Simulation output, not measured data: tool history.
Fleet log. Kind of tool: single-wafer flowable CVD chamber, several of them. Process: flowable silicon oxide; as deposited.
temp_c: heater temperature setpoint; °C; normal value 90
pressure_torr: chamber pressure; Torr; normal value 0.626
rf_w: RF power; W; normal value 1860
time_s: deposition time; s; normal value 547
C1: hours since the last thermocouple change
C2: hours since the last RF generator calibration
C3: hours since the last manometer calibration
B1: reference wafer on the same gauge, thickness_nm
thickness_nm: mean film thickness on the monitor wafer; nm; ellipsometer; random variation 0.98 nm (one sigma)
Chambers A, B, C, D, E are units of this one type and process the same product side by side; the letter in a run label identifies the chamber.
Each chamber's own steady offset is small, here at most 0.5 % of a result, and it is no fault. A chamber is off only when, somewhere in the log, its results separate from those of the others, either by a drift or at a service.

{"run": "1C", "hour": 7.3, "temp_c": 90, "pressure_torr": 0.626, "rf_w": 1860, "time_s": 547, "C1": 315.5, "C2": 1367.5, "C3": 2089.9, "B1": 293.11, "thickness_nm": 327.66}
{"run": "2D", "hour": 23.5, "temp_c": 90, "pressure_torr": 0.626, "rf_w": 1860, "time_s": 547, "C1": 1015.7, "C2": 1919.8, "C3": 1331.6, "B1": 292.95, "thickness_nm": 329.44}
{"run": "3B", "hour": 34.7, "temp_c": 90, "pressure_torr": 0.626, "rf_w": 1860, "time_s": 547, "C1": 977.6, "C2": 534.8, "C3": 2279.1, "B1": 292.96, "thickness_nm": 328.47}
{"run": "4A", "hour": 48.8, "temp_c": 90, "pressure_torr": 0.626, "rf_w": 1860, "time_s": 547, "C1": 54.9, "C2": 731.1, "C3": 95.9, "B1": 292.83, "thickness_nm": 327.95}
{"run": "5E", "hour": 57.5, "temp_c": 90, "pressure_torr": 0.626, "rf_w": 1860, "time_s": 547, "C1": 646.1, "C2": 2091.8, "C3": 85.7, "B1": 293.18, "thickness_nm": 328.93}
{"run": "6A", "hour": 72.1, "temp_c": 90, "pressure_torr": 0.626, "rf_w": 1860, "time_s": 547, "C1": 78.2, "C2": 754.4, "C3": 119.2, "B1": 292.96, "thickness_nm": 327.48}
{"run": "7C", "hour": 80.6, "temp_c": 79, "pressure_torr": 0.626, "rf_w": 1860, "time_s": 507, "C1": 388.8, "C2": 1440.8, "C3": 2163.2, "B1": 293.01, "thickness_nm": 419.36}
{"run": "8E", "hour": 95.3, "temp_c": 79, "pressure_torr": 0.626, "rf_w": 1860, "time_s": 507, "C1": 683.9, "C2": 2129.6, "C3": 123.5, "B1": 292.85, "thickness_nm": 421.02}
{"run": "9B", "hour": 106.4, "temp_c": 79, "pressure_torr": 0.626, "rf_w": 1860, "time_s": 507, "C1": 1049.3, "C2": 606.5, "C3": 2350.8, "B1": 293.08, "thickness_nm": 423.24}
{"run": "10D", "hour": 116.0, "temp_c": 79, "pressure_torr": 0.626, "rf_w": 1860, "time_s": 507, "C1": 1108.2, "C2": 2012.3, "C3": 1424.1, "B1": 292.82, "thickness_nm": 421.32}
{"run": "11B", "hour": 123.2, "temp_c": 79, "pressure_torr": 0.626, "rf_w": 1860, "time_s": 507, "C1": 1066.1, "C2": 623.3, "C3": 2367.6, "B1": 293.07, "thickness_nm": 422.55}
{"run": "12D", "hour": 132.4, "temp_c": 90, "pressure_torr": 0.626, "rf_w": 1860, "time_s": 547, "C1": 1124.6, "C2": 2028.7, "C3": 1440.5, "B1": 292.86, "thickness_nm": 326.91}
{"run": "13C", "hour": 143.4, "temp_c": 90, "pressure_torr": 0.626, "rf_w": 1860, "time_s": 547, "C1": 451.6, "C2": 1503.6, "C3": 2226, "B1": 293.03, "thickness_nm": 328.47}
{"run": "14E", "hour": 158.3, "temp_c": 90, "pressure_torr": 0.626, "rf_w": 1860, "time_s": 547, "C1": 746.9, "C2": 2192.6, "C3": 186.5, "B1": 293.03, "thickness_nm": 328.18}
{"run": "15A", "hour": 168.6, "temp_c": 90, "pressure_torr": 0.626, "rf_w": 1860, "time_s": 547, "C1": 174.7, "C2": 850.9, "C3": 215.7, "B1": 292.87, "thickness_nm": 327.86}
{"run": "16E", "hour": 179.0, "temp_c": 90, "pressure_torr": 0.626, "rf_w": 2055, "time_s": 547, "C1": 767.6, "C2": 2213.3, "C3": 207.2, "B1": 292.88, "thickness_nm": 337.65}
{"run": "17D", "hour": 189.4, "temp_c": 90, "pressure_torr": 0.626, "rf_w": 2055, "time_s": 547, "C1": 1181.6, "C2": 2085.7, "C3": 1497.5, "B1": 293.09, "thickness_nm": 336.01}
{"hour": 201.7, "done": "chamber D: RF generator calibrated"}
{"run": "18B", "hour": 204.0, "temp_c": 90, "pressure_torr": 0.626, "rf_w": 2055, "time_s": 547, "C1": 1146.9, "C2": 704.1, "C3": 2448.4, "B1": 292.93, "thickness_nm": 337.84}
{"run": "19A", "hour": 215.2, "temp_c": 90, "pressure_torr": 0.626, "rf_w": 2055, "time_s": 547, "C1": 221.3, "C2": 897.5, "C3": 262.3, "B1": 292.97, "thickness_nm": 335.09}
{"run": "20C", "hour": 225.2, "temp_c": 90, "pressure_torr": 0.626, "rf_w": 2055, "time_s": 547, "C1": 533.4, "C2": 1585.4, "C3": 2307.8, "B1": 292.94, "thickness_nm": 337.81}
{"run": "21C", "hour": 235.4, "temp_c": 90, "pressure_torr": 0.626, "rf_w": 1860, "time_s": 547, "C1": 543.6, "C2": 1595.6, "C3": 2318, "B1": 293.03, "thickness_nm": 329.03}
{"run": "22B", "hour": 249.2, "temp_c": 90, "pressure_torr": 0.626, "rf_w": 1860, "time_s": 547, "C1": 1192.1, "C2": 749.3, "C3": 2493.6, "B1": 293.29, "thickness_nm": 328.17}
{"hour": 251.0, "done": "chamber E: RF generator calibrated"}
{"run": "23A", "hour": 256.7, "temp_c": 90, "pressure_torr": 0.626, "rf_w": 1860, "time_s": 547, "C1": 262.8, "C2": 939, "C3": 303.8, "B1": 292.94, "thickness_nm": 327.87}
{"run": "24E", "hour": 266.0, "temp_c": 90, "pressure_torr": 0.626, "rf_w": 2150, "time_s": 616, "C1": 854.6, "C2": 15.1, "C3": 294.2, "B1": 293.12, "thickness_nm": 379.93}
{"run": "25D", "hour": 273.8, "temp_c": 90, "pressure_torr": 0.626, "rf_w": 2150, "time_s": 616, "C1": 1266, "C2": 72.1, "C3": 1581.9, "B1": 292.84, "thickness_nm": 386.01}
{"run": "26C", "hour": 284.1, "temp_c": 90, "pressure_torr": 0.626, "rf_w": 2150, "time_s": 616, "C1": 592.3, "C2": 1644.3, "C3": 2366.7, "B1": 292.79, "thickness_nm": 380.48}
{"run": "27B", "hour": 299.1, "temp_c": 90, "pressure_torr": 0.626, "rf_w": 2150, "time_s": 616, "C1": 1242, "C2": 799.2, "C3": 2543.5, "B1": 293.03, "thickness_nm": 382.03}
{"run": "28E", "hour": 308.1, "temp_c": 90, "pressure_torr": 0.626, "rf_w": 2150, "time_s": 616, "C1": 896.7, "C2": 57.2, "C3": 336.3, "B1": 292.82, "thickness_nm": 383.32}
{"run": "29A", "hour": 317.8, "temp_c": 90, "pressure_torr": 0.626, "rf_w": 1860, "time_s": 547, "C1": 323.9, "C2": 1000.1, "C3": 364.9, "B1": 293.03, "thickness_nm": 329.68}
{"run": "30D", "hour": 330.4, "temp_c": 90, "pressure_torr": 0.626, "rf_w": 1860, "time_s": 547, "C1": 1322.6, "C2": 128.7, "C3": 1638.5, "B1": 293.16, "thickness_nm": 335.32}
{"run": "31A", "hour": 342.5, "temp_c": 90, "pressure_torr": 0.626, "rf_w": 1860, "time_s": 547, "C1": 348.6, "C2": 1024.8, "C3": 389.6, "B1": 292.98, "thickness_nm": 327.18}
{"run": "32E", "hour": 353.6, "temp_c": 96, "pressure_torr": 0.626, "rf_w": 1970, "time_s": 547, "C1": 942.2, "C2": 102.7, "C3": 381.8, "B1": 293.08, "thickness_nm": 271.67}
{"run": "33C", "hour": 361.8, "temp_c": 96, "pressure_torr": 0.626, "rf_w": 1970, "time_s": 547, "C1": 670, "C2": 1722, "C3": 2444.4, "B1": 292.86, "thickness_nm": 271.79}
{"run": "34B", "hour": 376.8, "temp_c": 96, "pressure_torr": 0.626, "rf_w": 1970, "time_s": 547, "C1": 1319.7, "C2": 876.9, "C3": 2621.2, "B1": 292.9, "thickness_nm": 272.73}
{"run": "35D", "hour": 388.7, "temp_c": 96, "pressure_torr": 0.626, "rf_w": 1970, "time_s": 547, "C1": 1380.9, "C2": 187, "C3": 1696.8, "B1": 293.17, "thickness_nm": 279.85}
{"hour": 392.0, "done": "chamber B: capacitance manometer re-zeroed and calibrated"}
{"run": "36E", "hour": 401.4, "temp_c": 96, "pressure_torr": 0.626, "rf_w": 1970, "time_s": 547, "C1": 990, "C2": 150.5, "C3": 429.6, "B1": 292.99, "thickness_nm": 272.68}
{"run": "37C", "hour": 417.0, "temp_c": 90, "pressure_torr": 0.626, "rf_w": 1860, "time_s": 547, "C1": 725.2, "C2": 1777.2, "C3": 2499.6, "B1": 293.1, "thickness_nm": 328.38}
{"run": "38A", "hour": 429.0, "temp_c": 90, "pressure_torr": 0.626, "rf_w": 1860, "time_s": 547, "C1": 435.1, "C2": 1111.3, "C3": 476.1, "B1": 292.67, "thickness_nm": 327.17}
{"run": "39B", "hour": 443.2, "temp_c": 90, "pressure_torr": 0.626, "rf_w": 1860, "time_s": 547, "C1": 1386.1, "C2": 943.3, "C3": 51.3, "B1": 292.89, "thickness_nm": 328.8}
{"run": "40D", "hour": 450.8, "temp_c": 90, "pressure_torr": 0.53, "rf_w": 1595, "time_s": 547, "C1": 1443, "C2": 249.1, "C3": 1758.9, "B1": 293.1, "thickness_nm": 258.14}
{"run": "41C", "hour": 460.8, "temp_c": 90, "pressure_torr": 0.53, "rf_w": 1595, "time_s": 547, "C1": 769, "C2": 1821, "C3": 2543.4, "B1": 293.09, "thickness_nm": 250.14}
{"run": "42D", "hour": 473.0, "temp_c": 90, "pressure_torr": 0.53, "rf_w": 1595, "time_s": 547, "C1": 1465.2, "C2": 271.3, "C3": 1781.1, "B1": 292.99, "thickness_nm": 258.93}
{"run": "43A", "hour": 481.8, "temp_c": 90, "pressure_torr": 0.53, "rf_w": 1595, "time_s": 547, "C1": 487.9, "C2": 1164.1, "C3": 528.9, "B1": 293.05, "thickness_nm": 249.72}
{"run": "44B", "hour": 498.0, "temp_c": 90, "pressure_torr": 0.53, "rf_w": 1595, "time_s": 547, "C1": 1440.9, "C2": 998.1, "C3": 106.1, "B1": 293, "thickness_nm": 248.96}

Does one chamber stand apart from the rest, does the shared gauge drift, or is all well apart from small per-chamber offsets? Give the chamber and the most likely cause, where there is one.

One chamber, D, drifts off from the rest bit by bit.
Cause: wafer temperature below the value expected at the setpoint (K) = 1.4.
From this log alone, it may not be told apart from: true pressure above the setpoint (%).

Below are 4 candidate recipes for chamber D's next run, each the usual settings with a change, their results shown as question marks. Which of them brings D's results back in line with what the other chambers give on the usual settings?
Counts as in line when no further than this from what the other chambers average on the usual settings: thickness_nm 3.4 nm
{"run": "45D-1", "hour": 509.8, "temp_c": 90, "pressure_torr": 0.66, "rf_w": 1870, "time_s": 547, "thickness_nm": "?"}
{"run": "45D-2", "hour": 509.8, "temp_c": 89, "pressure_torr": 0.626, "rf_w": 1865, "time_s": 550, "thickness_nm": "?"}
{"run": "45D-3", "hour": 509.8, "temp_c": 90, "pressure_torr": 0.592, "rf_w": 1850, "time_s": 547, "thickness_nm": "?"}
{"run": "45D-4", "hour": 509.8, "temp_c": 90, "pressure_torr": 0.626, "rf_w": 1860, "time_s": 526, "thickness_nm": "?"}

The other chambers' mean on the usual settings: thickness_nm 328.6 nm
run=45D-1 thickness_nm=366.58
run=45D-2 thickness_nm=353.03
run=45D-3 thickness_nm=314.76
run=45D-4 thickness_nm=327.62
The answer is 45D-4, which returns the chamber to within the allowed miss of the others.
